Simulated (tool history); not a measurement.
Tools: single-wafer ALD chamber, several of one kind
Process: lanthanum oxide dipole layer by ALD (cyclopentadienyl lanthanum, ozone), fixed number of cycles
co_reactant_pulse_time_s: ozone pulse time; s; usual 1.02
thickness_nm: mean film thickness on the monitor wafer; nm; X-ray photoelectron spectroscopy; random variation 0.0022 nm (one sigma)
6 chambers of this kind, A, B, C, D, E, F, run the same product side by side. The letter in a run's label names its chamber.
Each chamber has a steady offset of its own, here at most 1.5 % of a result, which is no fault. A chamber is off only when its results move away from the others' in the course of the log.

run     day  co_reactant_pulse_time_s  hours since the last thermocouple change  hours since the last ozone generator service  read-back reference wafer on the same gauge, thickness_nm  thickness_nm
 1C   0.204                      1.02                                    1063.6                                         229.8                                                    0.57271       0.49886
      0.342  -- chamber E: thermocouple changed; heater temperature recalibrated
 2B   0.417                      1.02                                    1837.7                                         428.4                                                    0.57258       0.50563
 3D    0.75                      1.02                                     233.7                                         185.4                                                    0.57224       0.49898
 4E    1.05                      1.02                                      17.1                                         176.7                                                    0.57201       0.50556
 5F   1.462                      1.02                                    2185.8                                        1093.5                                                    0.57297       0.49306
 6A   1.675                      1.02                                     621.3                                         487.5                                                    0.57283       0.50368
 7F   1.879                      1.02                                    2195.8                                        1103.5                                                    0.57303       0.49432
 8B   2.075                      1.02                                    1877.5                                         468.2                                                     0.5727       0.50822
 9E   2.275                      1.02                                      46.5                                         206.1                                                    0.57336       0.50768
10A   2.533                      1.02                                     641.9                                         508.1                                                    0.57354       0.50268
11D   2.946                      1.02                                     286.4                                         238.1                                                     0.5732       0.49823
12C   3.254                      0.78                                    1136.8                                           303                                                    0.57244       0.45362
13C   3.629                      0.78                                    1145.8                                           312                                                    0.57327       0.45632
14B   3.842                      0.78                                    1919.9                                         510.6                                                    0.57271       0.45989
15D   4.175                      0.78                                     315.9                                         267.6                                                    0.57364       0.45623
16A   4.558                      0.78                                     690.5                                         556.7                                                    0.57331       0.45277
17F   4.758                      0.78                                    2264.9                                        1172.6                                                     0.5726       0.45033
18E   4.975                      1.02                                     111.3                                         270.9                                                    0.57224       0.51005
19F   5.417                      1.02                                    2280.7                                        1188.4                                                    0.57313       0.49596
20B   5.762                      1.02                                      1966                                         556.7                                                    0.57281        0.5083
21D   6.096                      1.25                                       362                                         313.7                                                    0.57251       0.52944
22E   6.292                      1.25                                     142.9                                         302.5                                                    0.57276       0.53805
23C   6.533                      1.25                                    1215.5                                         381.7                                                    0.57258       0.52948
24A   6.842                      1.25                                     745.3                                         611.5                                                    0.57222       0.52535
25A   7.092                      1.25                                     751.3                                         617.5                                                    0.57296       0.52673
26E   7.292                      1.25                                     166.9                                         326.5                                                    0.57291       0.53706
27D   7.525                      1.02                                     396.3                                           348                                                     0.5728       0.50417
28C   7.754                      1.02                                    1244.8                                           411                                                    0.57298       0.50229
29F    7.95                      1.02                                    2341.5                                        1249.2                                                    0.57291       0.49447
30B   8.258                      0.69                                    2025.9                                         616.6                                                    0.57359       0.43446
31F   8.679                      0.69                                      2359                                        1266.7                                                    0.57297       0.42523
32C   9.042                      0.69                                    1275.7                                         441.9                                                    0.57292       0.42727
33A   9.404                      0.69                                     806.8                                           673                                                    0.57268       0.40965
34E    9.85                      0.69                                     228.3                                         387.9                                                    0.57272       0.43968
35B  10.158                      0.69                                    2071.5                                         662.2                                                    0.57335       0.43224
36D  10.375                      1.02                                     464.7                                         416.4                                                    0.57346       0.50367
37B  10.775                      1.02                                    2086.3                                           677                                                    0.57282       0.50425
38F  10.992                      1.02                                    2414.5                                        1322.2                                                    0.57257       0.49014
39A  11.383                      1.02                                     854.3                                         720.5                                                    0.57266       0.48515
40E  11.833                      1.02                                     275.9                                         435.5                                                    0.57306       0.50968
41D  12.112                      1.02                                     506.4                                         458.1                                                    0.57368       0.50004
42C  12.458                      1.02                                    1357.7                                         523.9                                                    0.57277        0.4986
43A  12.796                      1.02                                     888.2                                         754.4                                                     0.5723       0.47856
44E  13.208                      1.02                                     308.9                                         468.5                                                    0.57294        0.5121

Next, every chamber runs the same settings. What will each give?
45A  13.529                      1.37                                                                                                                                                                ?
45B  13.529                      1.37                                                                                                                                                                ?
45C  13.529                      1.37                                                                                                                                                                ?
45D  13.529                      1.37                                                                                                                                                                ?
45E  13.529                      1.37                                                                                                                                                                ?
45F  13.529                      1.37                                                                                                                                                                ?

run  thickness_nm
45A       0.52132
45B       0.54122
45C       0.54205
45D        0.5394
45E       0.55292
45F       0.53584
